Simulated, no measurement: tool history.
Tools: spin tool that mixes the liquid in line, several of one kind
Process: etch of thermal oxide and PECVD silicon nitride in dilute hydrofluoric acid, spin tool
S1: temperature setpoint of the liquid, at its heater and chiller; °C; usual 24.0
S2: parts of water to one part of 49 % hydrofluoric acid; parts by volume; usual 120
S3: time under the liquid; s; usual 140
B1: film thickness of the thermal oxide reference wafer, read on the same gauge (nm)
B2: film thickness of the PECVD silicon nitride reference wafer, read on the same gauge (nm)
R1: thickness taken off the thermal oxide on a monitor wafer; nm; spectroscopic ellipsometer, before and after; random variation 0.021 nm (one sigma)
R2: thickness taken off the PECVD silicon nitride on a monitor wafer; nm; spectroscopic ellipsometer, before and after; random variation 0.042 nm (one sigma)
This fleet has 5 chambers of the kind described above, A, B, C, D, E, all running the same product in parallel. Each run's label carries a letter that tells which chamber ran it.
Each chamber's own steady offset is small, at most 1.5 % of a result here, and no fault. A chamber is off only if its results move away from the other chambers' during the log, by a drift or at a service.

{"run": "1D", "hour": 7.0, "S1": 24.0, "S2": 120, "S3": 140, "B1": 49.978, "B2": 90.032, "R1": 5.4786, "R2": 5.3704}
{"run": "2C", "hour": 14.4, "S1": 24.0, "S2": 120, "S3": 140, "B1": 49.962, "B2": 89.987, "R1": 5.4651, "R2": 5.5114}
{"run": "3B", "hour": 23.1, "S1": 24.0, "S2": 120, "S3": 140, "B1": 50.005, "B2": 90.018, "R1": 5.5161, "R2": 5.4364}
{"run": "4A", "hour": 28.7, "S1": 24.0, "S2": 120, "S3": 140, "B1": 50.028, "B2": 89.993, "R1": 5.5369, "R2": 5.444}
{"run": "5E", "hour": 33.4, "S1": 24.0, "S2": 120, "S3": 140, "B1": 50.003, "B2": 90.012, "R1": 5.438, "R2": 5.4142}
{"run": "6E", "hour": 40.5, "S1": 24.0, "S2": 120, "S3": 140, "B1": 50.009, "B2": 90.009, "R1": 5.459, "R2": 5.4017}
{"run": "7A", "hour": 49.3, "S1": 24.0, "S2": 120, "S3": 140, "B1": 50.008, "B2": 90.008, "R1": 5.5348, "R2": 5.495}
{"run": "8C", "hour": 58.6, "S1": 24.0, "S2": 155, "S3": 165, "B1": 50.003, "B2": 89.976, "R1": 4.8258, "R2": 5.1059}
{"run": "9D", "hour": 64.3, "S1": 24.0, "S2": 155, "S3": 165, "B1": 50.012, "B2": 90.004, "R1": 4.786, "R2": 5.0108}
{"run": "10B", "hour": 70.4, "S1": 24.0, "S2": 155, "S3": 165, "B1": 49.989, "B2": 89.965, "R1": 4.8214, "R2": 4.9565}
{"run": "11C", "hour": 79.3, "S1": 24.0, "S2": 155, "S3": 165, "B1": 50.003, "B2": 90.012, "R1": 4.8198, "R2": 5.1244}
{"hour": 81.0, "done": "chamber B: thermometer replaced"}
{"run": "12A", "hour": 83.9, "S1": 24.0, "S2": 155, "S3": 165, "B1": 50.027, "B2": 90.024, "R1": 4.8726, "R2": 4.9564}
{"run": "13B", "hour": 90.0, "S1": 24.0, "S2": 120, "S3": 140, "B1": 49.985, "B2": 89.979, "R1": 5.5183, "R2": 5.4047}
{"run": "14E", "hour": 94.5, "S1": 25.5, "S2": 120, "S3": 140, "B1": 50.001, "B2": 90.0, "R1": 5.779, "R2": 6.0794}
{"run": "15D", "hour": 101.8, "S1": 25.5, "S2": 120, "S3": 140, "B1": 49.997, "B2": 90.011, "R1": 5.784, "R2": 6.0606}
{"run": "16C", "hour": 106.9, "S1": 25.5, "S2": 120, "S3": 140, "B1": 49.998, "B2": 90.018, "R1": 5.8124, "R2": 6.057}
{"run": "17D", "hour": 116.3, "S1": 25.5, "S2": 120, "S3": 140, "B1": 50.056, "B2": 89.999, "R1": 5.8198, "R2": 5.9925}
{"run": "18E", "hour": 126.5, "S1": 25.5, "S2": 120, "S3": 140, "B1": 49.952, "B2": 89.98, "R1": 5.7465, "R2": 5.9917}
{"run": "19B", "hour": 133.7, "S1": 24.0, "S2": 120, "S3": 140, "B1": 50.009, "B2": 89.978, "R1": 5.5474, "R2": 5.3995}
{"run": "20A", "hour": 139.8, "S1": 24.0, "S2": 120, "S3": 140, "B1": 49.957, "B2": 89.979, "R1": 5.5118, "R2": 5.4288}
{"run": "21D", "hour": 146.5, "S1": 24.0, "S2": 120, "S3": 140, "B1": 50.04, "B2": 90.002, "R1": 5.5035, "R2": 5.3995}
{"run": "22B", "hour": 152.7, "S1": 24.0, "S2": 90, "S3": 140, "B1": 50.0, "B2": 89.975, "R1": 7.5884, "R2": 7.2102}
{"run": "23A", "hour": 163.1, "S1": 24.0, "S2": 90, "S3": 140, "B1": 49.978, "B2": 89.999, "R1": 7.65, "R2": 7.2222}
{"run": "24C", "hour": 168.1, "S1": 24.0, "S2": 90, "S3": 140, "B1": 49.978, "B2": 90.045, "R1": 7.5159, "R2": 7.3521}
{"run": "25E", "hour": 175.2, "S1": 24.0, "S2": 90, "S3": 140, "B1": 50.007, "B2": 89.995, "R1": 7.488, "R2": 7.1686}
{"run": "26E", "hour": 182.0, "S1": 24.0, "S2": 90, "S3": 140, "B1": 50.031, "B2": 90.025, "R1": 7.5064, "R2": 7.0611}
{"hour": 187.5, "done": "chamber E: thermometer replaced"}
{"run": "27D", "hour": 191.8, "S1": 24.0, "S2": 120, "S3": 140, "B1": 50.003, "B2": 90.021, "R1": 5.4532, "R2": 5.3946}
{"run": "28A", "hour": 197.1, "S1": 24.0, "S2": 120, "S3": 140, "B1": 50.008, "B2": 90.007, "R1": 5.5487, "R2": 5.3795}
{"run": "29C", "hour": 206.6, "S1": 24.0, "S2": 120, "S3": 140, "B1": 50.006, "B2": 90.001, "R1": 5.4758, "R2": 5.5432}
{"run": "30B", "hour": 216.9, "S1": 24.0, "S2": 170, "S3": 140, "B1": 50.001, "B2": 89.962, "R1": 3.6838, "R2": 3.8871}
{"hour": 221.5, "done": "chamber C: thermometer replaced"}
{"run": "31C", "hour": 225.9, "S1": 24.0, "S2": 170, "S3": 140, "B1": 50.019, "B2": 90.022, "R1": 3.6703, "R2": 3.8823}
{"run": "32E", "hour": 232.5, "S1": 24.0, "S2": 170, "S3": 140, "B1": 49.96, "B2": 90.017, "R1": 3.6709, "R2": 3.8427}
{"run": "33B", "hour": 238.7, "S1": 24.0, "S2": 170, "S3": 140, "B1": 50.008, "B2": 90.004, "R1": 3.6782, "R2": 3.8506}
{"run": "34A", "hour": 248.3, "S1": 24.0, "S2": 170, "S3": 140, "B1": 50.012, "B2": 90.018, "R1": 3.6604, "R2": 3.8152}

Next, every chamber runs the same settings. What will each give?
{"run": "35A", "hour": 255.8, "S1": 24.0, "S2": 120, "S3": 140, "R1": "?", "R2": "?"}
{"run": "35B", "hour": 255.8, "S1": 24.0, "S2": 120, "S3": 140, "R1": "?", "R2": "?"}
{"run": "35C", "hour": 255.8, "S1": 24.0, "S2": 120, "S3": 140, "R1": "?", "R2": "?"}
{"run": "35D", "hour": 255.8, "S1": 24.0, "S2": 120, "S3": 140, "R1": "?", "R2": "?"}
{"run": "35E", "hour": 255.8, "S1": 24.0, "S2": 120, "S3": 140, "R1": "?", "R2": "?"}

run=35A R1=5.5209 R2=5.3874
run=35B R1=5.4664 R2=5.3928
run=35C R1=5.4868 R2=5.5280
run=35D R1=5.4887 R2=5.4001
run=35E R1=5.4542 R2=5.4506
